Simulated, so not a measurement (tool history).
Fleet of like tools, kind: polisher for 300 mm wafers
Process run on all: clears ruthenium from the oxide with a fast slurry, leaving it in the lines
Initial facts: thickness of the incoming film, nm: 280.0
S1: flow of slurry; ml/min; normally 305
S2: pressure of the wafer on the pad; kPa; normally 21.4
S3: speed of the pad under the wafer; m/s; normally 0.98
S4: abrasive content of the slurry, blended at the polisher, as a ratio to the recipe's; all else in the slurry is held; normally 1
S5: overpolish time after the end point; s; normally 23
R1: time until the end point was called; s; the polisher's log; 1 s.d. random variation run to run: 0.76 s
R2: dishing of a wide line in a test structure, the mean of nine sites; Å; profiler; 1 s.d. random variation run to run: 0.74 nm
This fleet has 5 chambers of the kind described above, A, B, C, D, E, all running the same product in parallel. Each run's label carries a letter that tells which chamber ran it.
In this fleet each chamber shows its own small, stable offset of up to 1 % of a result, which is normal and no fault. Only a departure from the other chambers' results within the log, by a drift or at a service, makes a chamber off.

At hour 1.5: chamber C: worn pad replaced by a new one.
Run 1B, hour 3.4: usual settings. Result: R1 53.492 s, R2 389.7 Å.
At hour 6.2: chamber B: worn pad replaced by a new one.
Run 2A, hour 9.7: usual settings. Result: R1 54.418 s, R2 381.21 Å.
At hour 11.4: chamber A: slurry nozzle cleaned.
Run 3C, hour 13.7: usual settings. Result: R1 54.12 s, R2 373.5 Å.
Run 4E, hour 20.6: usual settings. Result: R1 52.185 s, R2 390.47 Å.
At hour 20.9: chamber E: slurry blender recalibrated.
At hour 21.5: chamber A: worn pad replaced by a new one.
Run 5D, hour 24: usual settings. Result: R1 53.204 s, R2 386.46 Å.
Run 6E, hour 27.5: usual settings. Result: R1 53.99 s, R2 381.29 Å.
Run 7D, hour 32.6: usual settings. Result: R1 53.762 s, R2 371.22 Å.
Run 8C, hour 38.3: usual settings. Result: R1 54.341 s, R2 387.25 Å.
At hour 39.3: chamber E: head pressure recalibrated.
Run 9A, hour 43.3: usual settings. Result: R1 54.216 s, R2 373.66 Å.
At hour 47.5: chamber D: worn pad replaced by a new one.
At hour 47.9: chamber E: worn pad replaced by a new one.
Run 10B, hour 49.1: usual settings. Result: R1 52.909 s, R2 368.24 Å.
At hour 53.8: chamber C: slurry nozzle cleaned.
Run 11D, hour 54.5: usual settings. Result: R1 53.126 s, R2 379.29 Å.
At hour 54.8: chamber C: worn pad replaced by a new one.
At hour 57: chamber B: worn pad replaced by a new one.
Run 12B, hour 60: usual settings. Result: R1 52.971 s, R2 385.31 Å.
Run 13A, hour 66.8: usual settings but S3 1.26 m/s. Result: R1 42.312 s, R2 380.88 Å.
Run 14C, hour 73.4: usual settings but S3 1.26 m/s. Result: R1 42.163 s, R2 392.74 Å.
Run 15E, hour 79.4: usual settings but S3 1.26 m/s. Result: R1 41.433 s, R2 396.52 Å.
Run 16C, hour 85.3: usual settings but S3 1.26 m/s. Result: R1 42.393 s, R2 402.7 Å.
Run 17E, hour 88.9: usual settings but S3 1.26 m/s. Result: R1 41.723 s, R2 392.39 Å.
Run 18B, hour 94.2: usual settings. Result: R1 52.49 s, R2 385.87 Å.
Run 19D, hour 101.4: usual settings. Result: R1 53.719 s, R2 382.88 Å.
At hour 102.3: chamber B: worn pad replaced by a new one.
Run 20A, hour 107.2: usual settings. Result: R1 55.233 s, R2 378.83 Å.
At hour 108: chamber C: slurry blender recalibrated.
At hour 109.2: chamber E: worn pad replaced by a new one.
Run 21D, hour 110.8: usual settings. Result: R1 54.821 s, R2 364.19 Å.
At hour 111.3: chamber C: worn pad replaced by a new one.
Run 22C, hour 114.5: usual settings. Result: R1 52.683 s, R2 367.27 Å.
Run 23A, hour 118.5: usual settings. Result: R1 54.784 s, R2 390.34 Å.
Run 24E, hour 122.9: usual settings. Result: R1 54.385 s, R2 380.81 Å.
At hour 123.7: chamber A: worn pad replaced by a new one.
Run 25B, hour 129.9: usual settings. Result: R1 54.096 s, R2 382.16 Å.
Run 26A, hour 135.9: usual settings. Result: R1 54.552 s, R2 381.97 Å.
At hour 139.8: chamber D: worn pad replaced by a new one.
Run 27E, hour 142.1: usual settings but S2 26.9 kPa. Result: R1 42.381 s, R2 408.38 Å.
At hour 145.4: chamber A: slurry blender recalibrated.
At hour 147.9: chamber D: slurry blender recalibrated.
At hour 148.3: chamber B: worn pad replaced by a new one.
Run 28B, hour 148.8: usual settings but S2 26.9 kPa. Result: R1 42.168 s, R2 407.04 Å.
Run 29D, hour 154.2: usual settings but S2 26.9 kPa. Result: R1 41.999 s, R2 389.69 Å.
At hour 155.7: chamber E: slurry blender recalibrated.
Run 30C, hour 158.6: usual settings but S2 26.9 kPa. Result: R1 43.061 s, R2 388.8 Å.
Run 31E, hour 163.7: usual settings but S2 26.9 kPa. Result: R1 42.789 s, R2 411.2 Å.
At hour 165.8: chamber E: worn pad replaced by a new one.
Run 32D, hour 170.3: usual settings but S1 365 ml/min. Result: R1 51.935 s, R2 387.14 Å.
At hour 173.7: chamber C: worn pad replaced by a new one.
Run 33A, hour 176.3: usual settings but S1 365 ml/min. Result: R1 52.874 s, R2 382.97 Å.
At hour 179.2: chamber A: head pressure recalibrated.
Run 34C, hour 183.5: usual settings but S1 365 ml/min. Result: R1 53.356 s, R2 383.06 Å.
Run 35B, hour 191: usual settings but S1 365 ml/min. Result: R1 53.248 s, R2 393.6 Å.
Run 36B, hour 194.5: usual settings but S1 365 ml/min. Result: R1 52.629 s, R2 368.45 Å.
Run 37D, hour 201.7: usual settings. Result: R1 52.74 s, R2 377.17 Å.
Run 38E, hour 206.5: usual settings. Result: R1 52.612 s, R2 386.76 Å.
Run 39A, hour 210.9: usual settings. Result: R1 54.001 s, R2 373.34 Å.
Run 40C, hour 214.7: usual settings but S2 25.5 kPa. Result: R1 45.925 s, R2 398.82 Å.
Run 41A, hour 220.1: usual settings but S2 25.5 kPa. Result: R1 45.469 s, R2 395.89 Å.
Run 42D, hour 224.7: usual settings but S2 25.5 kPa. Result: R1 45.232 s, R2 379.61 Å.
At hour 229.7: chamber E: worn pad replaced by a new one.
Run 43E, hour 230: usual settings but S2 25.5 kPa. Result: R1 44.789 s, R2 387.57 Å.

Predict what each chamber gives when all 5 of them run the settings below next.
Run 44A, hour 235.5: usual settings but S2 14.5 kPa. Result: R1 ?, R2 ?.
Run 44B, hour 235.5: usual settings but S2 14.5 kPa. Result: R1 ?, R2 ?.
Run 44C, hour 235.5: usual settings but S2 14.5 kPa. Result: R1 ?, R2 ?.
Run 44D, hour 235.5: usual settings but S2 14.5 kPa. Result: R1 ?, R2 ?.
Run 44E, hour 235.5: usual settings but S2 14.5 kPa. Result: R1 ?, R2 ?.

run      R1      R2
44A  78.439  355.25
44B  79.714  339.34
44C  79.951  333.21
44D  80.269  339.65
44E  77.534   349.4
